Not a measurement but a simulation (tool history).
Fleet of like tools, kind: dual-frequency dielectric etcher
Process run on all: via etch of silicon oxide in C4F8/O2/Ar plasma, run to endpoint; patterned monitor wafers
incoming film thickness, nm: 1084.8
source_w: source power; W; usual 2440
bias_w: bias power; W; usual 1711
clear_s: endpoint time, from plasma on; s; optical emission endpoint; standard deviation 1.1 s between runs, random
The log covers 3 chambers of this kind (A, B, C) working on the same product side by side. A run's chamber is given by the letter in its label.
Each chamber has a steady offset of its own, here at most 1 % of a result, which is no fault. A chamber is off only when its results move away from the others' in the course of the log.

| run | hour | source_w | bias_w | clear_s |
|---|---|---|---|---|
| 1C | 4.3 | 2440 | 1711 | 208.96 |
|  | 6.2 | chamber A: wet clean of the chamber |
| 2B | 7.8 | 2440 | 1711 | 205.31 |
| 3A | 12.2 | 2440 | 1711 | 209.55 |
| 4A | 15.6 | 2440 | 1711 | 207.9 |
| 5C | 17.8 | 2440 | 1711 | 208.24 |
| 6B | 22.1 | 2440 | 1711 | 203.44 |
| 7A | 24.9 | 2440 | 1711 | 208.95 |
| 8B | 28.7 | 2440 | 1711 | 207.33 |
| 9C | 32.4 | 2440 | 1711 | 206.56 |
| 10C | 35.7 | 2440 | 1711 | 207.35 |
| 11A | 39 | 2440 | 1711 | 205.23 |
| 12B | 42.4 | 2440 | 1553 | 209.7 |
| 13C | 44.8 | 2440 | 1553 | 214.36 |
| 14A | 48 | 2440 | 1553 | 210.58 |
| 15B | 51.1 | 2440 | 1711 | 206.3 |
| 16B | 54.4 | 2440 | 1711 | 203.57 |
| 17C | 57.3 | 2440 | 1711 | 207.91 |
| 18A | 61.8 | 2440 | 1711 | 207.78 |
| 19B | 64.4 | 2910 | 1711 | 190.4 |
| 20C | 67.9 | 2910 | 1711 | 193.72 |
| 21A | 71.8 | 2910 | 1711 | 194.5 |
| 22C | 74.5 | 2440 | 1711 | 206.4 |
| 23A | 79.1 | 2440 | 1711 | 207.24 |
| 24B | 83.3 | 2440 | 1711 | 206.39 |
| 25C | 87.1 | 2440 | 1711 | 206.73 |
| 26A | 90.6 | 2440 | 1711 | 204.57 |
| 27B | 93.3 | 2440 | 1711 | 202.93 |
| 28C | 98 | 2440 | 1711 | 209.26 |
| 29B | 102.9 | 2120 | 1492 | 224.62 |
| 30A | 107.4 | 2120 | 1492 | 224.5 |
| 31A | 110.6 | 2120 | 1492 | 226.56 |
| 32C | 114.2 | 2440 | 1711 | 208.08 |
| 33B | 117 | 2440 | 1711 | 204.14 |
| 34A | 121.5 | 2440 | 1711 | 206.39 |
| 35B | 125.9 | 2440 | 1711 | 204.59 |

One chamber off, gauge drift, or nothing amiss beyond the chambers' own small offsets? If it is a chamber, which one, and what is the likeliest cause?

No chamber is off and the gauge is stable; the differences are just each chamber's small, constant offset.
